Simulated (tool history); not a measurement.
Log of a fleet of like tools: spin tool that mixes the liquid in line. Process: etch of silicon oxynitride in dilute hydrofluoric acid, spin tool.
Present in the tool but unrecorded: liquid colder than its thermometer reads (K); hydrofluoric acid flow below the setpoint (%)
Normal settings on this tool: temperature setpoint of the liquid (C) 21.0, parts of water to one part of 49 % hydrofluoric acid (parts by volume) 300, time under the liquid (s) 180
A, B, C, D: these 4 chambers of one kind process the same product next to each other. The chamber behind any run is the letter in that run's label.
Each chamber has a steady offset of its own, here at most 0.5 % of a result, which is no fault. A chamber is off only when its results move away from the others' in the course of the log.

run   hour  temperature setpoint of the liquid (C)  parts of water to one part of 49 % hydrofluoric acid (parts by volume)  time under the liquid (s)  hours since the thermometer was replaced  hours since the hydrofluoric acid flow meter was replaced  read-back film thickness of the silicon oxynitride reference wafer, read on the same gauge (nm)  thickness taken off the silicon oxynitride on a monitor wafer (nm)
 1C   11.6                                    21.0                                                                     300                        180                                    1715.7                                                     2162.0                                                                                           80.039                                                              1.5246
 2A   18.6                                    21.0                                                                     300                        180                                    2015.3                                                     1795.8                                                                                           79.988                                                              1.5050
 3B   32.3                                    21.0                                                                     300                        180                                     714.7                                                      631.1                                                                                           80.012                                                              1.5068
 4D   40.5                                    21.0                                                                     300                        180                                     469.0                                                      103.4                                                                                           79.967                                                              1.5451
 5A   54.7                                    21.0                                                                     300                        180                                    2051.4                                                     1831.9                                                                                           79.967                                                              1.5280
 6B   68.1                                    21.0                                                                     300                        180                                     750.5                                                      666.9                                                                                           79.988                                                              1.4920
 7D   80.5                                    21.0                                                                     300                        180                                     509.0                                                      143.4                                                                                           80.033                                                              1.5063
 8C   90.5                                    21.0                                                                     300                        180                                    1794.6                                                     2240.9                                                                                           80.022                                                              1.4886
 9C  100.8                                    21.0                                                                     300                        180                                    1804.9                                                     2251.2                                                                                           79.983                                                              1.5225
10A  110.1                                    21.0                                                                     300                        180                                    2106.8                                                     1887.3                                                                                           79.994                                                              1.4878
11D  122.7                                    21.0                                                                     300                        180                                     551.2                                                      185.6                                                                                           79.954                                                              1.4936
12B  133.0                                    21.0                                                                     300                        180                                     815.4                                                      731.8                                                                                           79.992                                                              1.4712
     139.7  -- chamber A: thermometer replaced
     142.8  -- chamber B: thermometer replaced
13D  147.6                                    21.0                                                                     300                        180                                     576.1                                                      210.5                                                                                           79.991                                                              1.5428
14C  162.1                                    21.0                                                                     300                        180                                    1866.2                                                     2312.5                                                                                           80.011                                                              1.5160
15A  175.5                                    21.0                                                                     210                         95                                      35.9                                                     1952.7                                                                                           80.023                                                              1.2415
     182.2  -- chamber D: thermometer replaced
16B  183.2                                    21.0                                                                     210                         95                                      40.4                                                      782.0                                                                                           80.001                                                              1.1795
     190.9  -- chamber C: hydrofluoric acid flow meter replaced
17A  192.8                                    21.0                                                                     210                         95                                      53.2                                                     1970.0                                                                                           79.996                                                              1.1622
18C  199.4                                    21.0                                                                     210                         95                                    1903.5                                                        8.5                                                                                           80.009                                                              1.1984
19D  211.5                                    21.0                                                                     300                        180                                      29.3                                                      274.4                                                                                           80.009                                                              1.5073
20B  221.1                                    21.0                                                                     300                        180                                      78.3                                                      819.9                                                                                           80.019                                                              1.4719
21B  228.4                                    21.0                                                                     300                        180                                      85.6                                                      827.2                                                                                           79.996                                                              1.4167
22A  236.1                                    21.0                                                                     195                        245                                      96.5                                                     2013.3                                                                                           80.013                                                              3.4726
23D  242.8                                    21.0                                                                     195                        245                                      60.6                                                      305.7                                                                                           80.002                                                              3.3630
24C  253.1                                    21.0                                                                     195                        245                                    1957.2                                                       62.2                                                                                           79.973                                                              3.4258
25A  263.4                                    21.0                                                                     195                        245                                     123.8                                                     2040.6                                                                                           80.003                                                              3.3863
26B  271.0                                    24.5                                                                     300                        235                                     128.2                                                      869.8                                                                                           79.986                                                              2.1780
27D  285.9                                    24.5                                                                     300                        235                                     103.7                                                      348.8                                                                                           79.998                                                              2.3169
28C  293.4                                    24.5                                                                     300                        235                                    1997.5                                                      102.5                                                                                           79.992                                                              2.3480
29C  303.7                                    24.5                                                                     300                        235                                    2007.8                                                      112.8                                                                                           80.012                                                              2.3320
30B  311.8                                    21.0                                                                     300                        180                                     169.0                                                      910.6                                                                                           80.024                                                              1.3825
31D  320.8                                    21.0                                                                     300                        180                                     138.6                                                      383.7                                                                                           79.987                                                              1.5244
32A  329.9                                    21.0                                                                     155                        180                                     190.3                                                     2107.1                                                                                           80.009                                                              3.2758

Has any chamber moved away from the others, gradually or after a service, or does the common gauge drift, or do the chambers differ only by their own small steady offsets? State the chamber and the most likely cause if one applies.

It is chamber B that slowly wanders off from its peers.
Most likely cause: hydrofluoric acid flow below the setpoint (%) = 7.73.

Which of the 4 candidates below, each the usual settings with something changed and its results left as question marks, puts chamber B back in line with what the other chambers give on the usual settings?
Allowed miss from the other chambers' usual-settings mean, per result, to count as in line: thickness taken off the silicon oxynitride on a monitor wafer (nm) 0.0840
33B-1  340.8                                    21.0                                                                     310                        170                                                                                                                                                                                                                                                                         ?
33B-2  340.8                                    21.0                                                                     300                        145                                                                                                                                                                                                                                                                         ?
33B-3  340.8                                    21.0                                                                     280                        180                                                                                                                                                                                                                                                                         ?
33B-4  340.8                                    21.5                                                                     300                        215                                                                                                                                                                                                                                                                         ?

Other chambers, usual settings, mean: thickness taken off the silicon oxynitride on a monitor wafer (nm) 1.5113
  run  thickness taken off the silicon oxynitride on a monitor wafer (nm)
33B-1                                                              1.2364
33B-2                                                              1.0971
33B-3                                                              1.4792
33B-4                                                              1.6623
33B-3 is the one that brings the chamber's results back in line with the other chambers.
